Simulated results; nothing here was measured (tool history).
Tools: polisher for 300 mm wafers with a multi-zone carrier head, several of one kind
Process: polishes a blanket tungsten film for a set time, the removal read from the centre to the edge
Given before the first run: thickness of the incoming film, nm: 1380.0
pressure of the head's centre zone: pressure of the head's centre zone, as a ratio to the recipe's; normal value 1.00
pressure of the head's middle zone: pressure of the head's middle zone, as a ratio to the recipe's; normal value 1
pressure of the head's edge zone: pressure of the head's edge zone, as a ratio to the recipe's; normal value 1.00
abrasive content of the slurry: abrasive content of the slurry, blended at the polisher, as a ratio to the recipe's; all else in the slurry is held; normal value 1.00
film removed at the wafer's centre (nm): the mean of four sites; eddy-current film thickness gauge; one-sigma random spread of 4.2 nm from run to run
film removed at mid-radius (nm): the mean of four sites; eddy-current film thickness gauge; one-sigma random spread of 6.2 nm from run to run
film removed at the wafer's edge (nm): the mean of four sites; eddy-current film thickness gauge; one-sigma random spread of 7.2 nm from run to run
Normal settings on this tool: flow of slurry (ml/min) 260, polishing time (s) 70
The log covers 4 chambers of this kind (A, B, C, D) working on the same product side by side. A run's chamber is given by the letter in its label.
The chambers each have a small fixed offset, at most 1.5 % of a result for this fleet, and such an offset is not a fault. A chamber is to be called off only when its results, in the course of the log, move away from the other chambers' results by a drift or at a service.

run,day,flow of slurry (ml/min),pressure of the head's centre zone,pressure of the head's middle zone,pressure of the head's edge zone,abrasive content of the slurry,polishing time (s),wafers polished on this pad,hours since the slurry nozzle was cleaned,hours since the centre zone pressure was calibrated,hours since the edge zone pressure was calibrated,film removed at the wafer's centre (nm),film removed at mid-radius (nm),film removed at the wafer's edge (nm)
# day 0.112: chamber C: edge zone pressure recalibrated
1B,0.567,260,1.00,1,1.00,1.00,70,752,338.3,743.0,336.2,540.85,543.46,543.18
# day 0.708: chamber C: slurry nozzle cleaned
2C,0.967,260,1.00,1,1.00,1.00,70,825,6.2,91.5,20.5,539.44,535.62,540.31
3D,1.454,260,1.00,1,1.00,1.00,70,631,389.1,114.6,116.5,532.58,543.26,537.97
4A,1.946,260,1.00,1,1.00,1.00,70,821,160.5,315.2,504.5,543.91,544.68,540.70
# day 2.138: chamber B: worn pad replaced by a new one
5D,2.562,260,1.00,1,1.00,1.00,70,828,415.7,141.2,143.1,535.90,542.24,539.42
6C,3.146,260,1.00,1,1.00,1.00,70,1213,58.5,143.8,72.8,538.15,533.92,543.78
7B,3.646,260,1.00,1,1.00,1.00,70,268,412.2,816.9,410.1,536.50,537.10,545.01
# day 3.862: chamber A: worn pad replaced by a new one
# day 3.938: chamber C: worn pad replaced by a new one
8A,4.238,260,1.00,1,1.00,1.00,70,67,215.5,370.2,559.5,541.13,539.40,538.01
9A,4.846,260,1.00,1,1.00,1.00,60,175,230.1,384.8,574.1,456.60,463.89,457.47
10B,5.154,260,1.00,1,1.00,1.00,60,536,448.4,853.1,446.3,455.73,470.58,463.98
11C,5.596,260,1.00,1,1.00,1.00,60,295,117.3,202.6,131.6,467.10,466.46,460.64
12D,6.171,260,1.00,1,1.00,1.00,60,1470,502.3,227.8,229.7,456.28,456.18,454.16
# day 6.438: chamber A: slurry nozzle cleaned
13B,6.454,260,1.00,1,1.00,1.00,70,767,479.6,884.3,477.5,545.37,536.65,527.38
14D,7.012,260,1.00,1,1.00,1.00,70,1619,522.5,248.0,249.9,522.00,522.29,532.67
# day 7.075: chamber B: edge zone pressure recalibrated
# day 7.183: chamber B: worn pad replaced by a new one
15C,7.338,260,1.00,1,1.00,1.00,70,604,159.1,244.4,173.4,530.61,535.83,539.87
16A,7.796,260,1.00,1,1.00,1.00,70,699,32.6,455.6,644.9,541.09,537.36,536.26
17B,8.200,260,1.00,1,1.00,1.00,70,180,521.5,926.2,27.0,539.27,548.95,545.54
18D,8.533,260,1.00,1,1.00,1.00,70,1889,559.0,284.5,286.4,516.15,521.30,536.54
19A,9.162,260,1.10,1,1.00,1.25,70,942,65.4,488.4,677.7,623.89,574.76,557.45
20C,9.821,260,1.10,1,1.00,1.25,70,1046,218.7,304.0,233.0,623.93,568.53,571.39
21A,10.333,260,1.10,1,1.00,1.25,70,1150,93.5,516.5,705.8,629.72,563.84,564.80
# day 10.383: chamber A: worn pad replaced by a new one
# day 10.492: chamber C: worn pad replaced by a new one
22B,10.696,260,1.10,1,1.00,1.25,70,624,581.4,986.1,86.9,631.23,574.45,565.23
# day 11.100: chamber B: slurry nozzle cleaned
23C,11.267,260,1.00,1,1.00,1.00,70,138,253.4,338.7,267.7,546.07,523.27,540.56
# day 11.612: chamber A: edge zone pressure recalibrated
24D,11.800,260,1.00,1,1.00,1.00,70,2470,637.4,362.9,364.8,491.74,504.35,508.02
# day 11.862: chamber C: centre zone pressure recalibrated
# day 12.396: chamber B: worn pad replaced by a new one
25A,12.396,260,1.11,1,0.94,1.00,70,358,143.0,566.0,18.8,605.31,545.02,511.92
26B,12.962,260,1.11,1,0.94,1.00,70,100,44.8,1040.5,141.3,598.38,534.65,525.65
27C,13.367,260,1.11,1,0.94,1.00,70,511,303.8,36.1,318.1,607.24,537.38,528.35
28D,13.917,260,1.11,1,0.94,1.00,70,2846,688.2,413.7,415.6,548.75,492.77,478.71
29D,14.458,260,1.00,1,1.00,1.00,70,2942,701.2,426.7,428.6,489.89,481.03,494.29

Predict what each chamber gives when all 4 of them run the settings below next.
30A,14.933,260,1.00,1,1.00,1.00,70,,,,,?,?,?
30B,14.933,260,1.00,1,1.00,1.00,70,,,,,?,?,?
30C,14.933,260,1.00,1,1.00,1.00,70,,,,,?,?,?
30D,14.933,260,1.00,1,1.00,1.00,70,,,,,?,?,?

run,film removed at the wafer's centre (nm),film removed at mid-radius (nm),film removed at the wafer's edge (nm)
30A,539.67,546.82,542.09
30B,540.11,534.89,536.20
30C,543.34,532.58,550.88
30D,492.54,496.00,497.48
